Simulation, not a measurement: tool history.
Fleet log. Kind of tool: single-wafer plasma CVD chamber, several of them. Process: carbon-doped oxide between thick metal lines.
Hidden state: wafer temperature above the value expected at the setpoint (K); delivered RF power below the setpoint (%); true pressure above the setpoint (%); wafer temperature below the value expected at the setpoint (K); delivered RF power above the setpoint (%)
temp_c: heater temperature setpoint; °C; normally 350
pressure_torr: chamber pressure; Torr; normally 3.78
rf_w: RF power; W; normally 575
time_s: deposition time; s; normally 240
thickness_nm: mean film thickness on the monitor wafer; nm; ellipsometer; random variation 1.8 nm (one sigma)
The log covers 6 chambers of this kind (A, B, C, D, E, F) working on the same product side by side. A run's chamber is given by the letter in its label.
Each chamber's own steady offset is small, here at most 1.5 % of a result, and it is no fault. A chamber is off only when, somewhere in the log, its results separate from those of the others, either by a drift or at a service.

run   hour  temp_c  pressure_torr  rf_w  time_s  hours since the last thermocouple change  hours since the last RF generator calibration  hours since the last manometer calibration  read-back reference wafer on the same gauge, thickness_nm  thickness_nm
 1F    6.1     350           3.78   575     240                                     430.5                                         1648.4                                       790.3                                                     1279.9        1261.9
 2B   12.1     350           3.78   575     240                                    2171.5                                         1480.4                                       198.3                                                     1279.6        1255.7
 3A   17.4     350           3.78   575     240                                    1765.7                                          134.8                                      1323.1                                                     1279.3        1255.6
 4D   23.4     350           3.78   575     240                                    1038.8                                         1361.5                                       734.8                                                     1279.4        1268.5
 5C   30.2     350           3.78   575     240                                     530.2                                          245.6                                      2722.0                                                     1279.1        1255.8
      34.7  -- chamber F: RF generator calibrated
 6E   37.1     350           3.78   575     240                                     618.8                                         1633.4                                      1525.6                                                     1278.8        1248.8
 7E   41.4     350           3.78   575     240                                     623.1                                         1637.7                                      1529.9                                                     1278.5        1244.5
 8B   45.6     350           3.78   575     240                                    2205.0                                         1513.9                                       231.8                                                     1278.5        1254.0
 9A   48.7     350           3.78   575     240                                    1797.0                                          166.1                                      1354.4                                                     1278.3        1250.2
10F   55.5     341           3.78   665     240                                     479.9                                           20.8                                       839.7                                                     1278.0        1401.6
11D   58.6     341           3.78   665     240                                    1074.0                                         1396.7                                       770.0                                                     1278.1        1411.0
12C   64.4     341           3.78   665     240                                     564.4                                          279.8                                      2756.2                                                     1278.2        1400.5
13F   70.3     341           3.78   665     240                                     494.7                                           35.6                                       854.5                                                     1277.9        1405.7
14B   74.6     341           3.78   665     240                                    2234.0                                         1542.9                                       260.8                                                     1277.2        1403.1
15C   79.2     341           3.78   665     240                                     579.2                                          294.6                                      2771.0                                                     1277.2        1402.0
      82.3  -- chamber A: capacitance manometer re-zeroed and calibrated
16E   86.1     350           3.78   575     240                                     667.8                                         1682.4                                      1574.6                                                     1277.1        1243.2
17D   93.0     343           3.13   575     240                                    1108.4                                         1431.1                                       804.4                                                     1276.6        1257.3
18A   98.5     343           3.13   575     240                                    1846.8                                          215.9                                        16.3                                                     1276.8        1243.6
19F  105.0     343           3.13   575     240                                     529.4                                           70.3                                       889.2                                                     1275.9        1252.6
20B  108.7     343           3.13   575     240                                    2268.1                                         1577.0                                       294.9                                                     1275.8        1243.9
21E  113.8     343           3.13   575     240                                     695.5                                         1710.1                                      1602.3                                                     1276.0        1237.4
22A  118.9     343           3.13   575     240                                    1867.2                                          236.3                                        36.7                                                     1275.9        1242.8
23C  123.6     350           3.78   575     240                                     623.6                                          339.0                                      2815.4                                                     1276.0        1253.2
24D  128.9     350           3.78   575     240                                    1144.3                                         1467.0                                       840.3                                                     1275.3        1260.3
25C  134.9     350           3.78   575     240                                     634.9                                          350.3                                      2826.7                                                     1274.9        1249.9
26A  138.1     350           3.78   575     240                                    1886.4                                          255.5                                        55.9                                                     1275.1        1250.8
27B  142.7     350           3.78   575     240                                    2302.1                                         1611.0                                       328.9                                                     1275.0        1249.4
28E  148.0     350           3.78   575     240                                     729.7                                         1744.3                                      1636.5                                                     1275.0        1242.8
29D  151.8     350           3.78   575     240                                    1167.2                                         1489.9                                       863.2                                                     1274.4        1263.1
30F  155.4     345           3.78   575     240                                     579.8                                          120.7                                       939.6                                                     1274.7        1274.3
     158.5  -- chamber C: capacitance manometer re-zeroed and calibrated
31B  162.4     345           3.78   575     240                                    2321.8                                         1630.7                                       348.6                                                     1274.0        1266.5
32F  166.2     345           3.78   575     240                                     590.6                                          131.5                                       950.4                                                     1274.3        1272.8
33D  171.8     345           3.78   575     240                                    1187.2                                         1509.9                                       883.2                                                     1274.4        1274.3
34A  175.2     345           3.78   575     240                                    1923.5                                          292.6                                        93.0                                                     1274.2        1263.3
35C  180.5     345           3.78   575     240                                     680.5                                          395.9                                        22.0                                                     1273.1        1264.6
36E  184.8     350           3.78   645     240                                     766.5                                         1781.1                                      1673.3                                                     1274.2        1326.7
37D  190.6     350           3.78   645     240                                    1206.0                                         1528.7                                       902.0                                                     1273.5        1345.0
38C  194.5     350           3.78   645     240                                     694.5                                          409.9                                        36.0                                                     1273.1        1335.1
     195.0  -- chamber B: thermocouple changed; heater temperature recalibrated
39F  198.3     350           3.78   645     240                                     622.7                                          163.6                                       982.5                                                     1273.2        1340.5
40B  203.8     350           3.78   645     240                                       8.8                                         1672.1                                       390.0                                                     1272.6        1335.3
41A  209.7     350           3.78   645     240                                    1958.0                                          327.1                                       127.5                                                     1272.0        1333.0

Does one chamber stand apart from the rest, does the shared gauge drift, or is all well apart from small per-chamber offsets? Give the chamber and the most likely cause, where there is one.

No chamber is off; the gauge reading every chamber's wafers drifts, which makes the whole fleet appear to move together.
What lies behind it: gauge reads low (%) = 0.59.
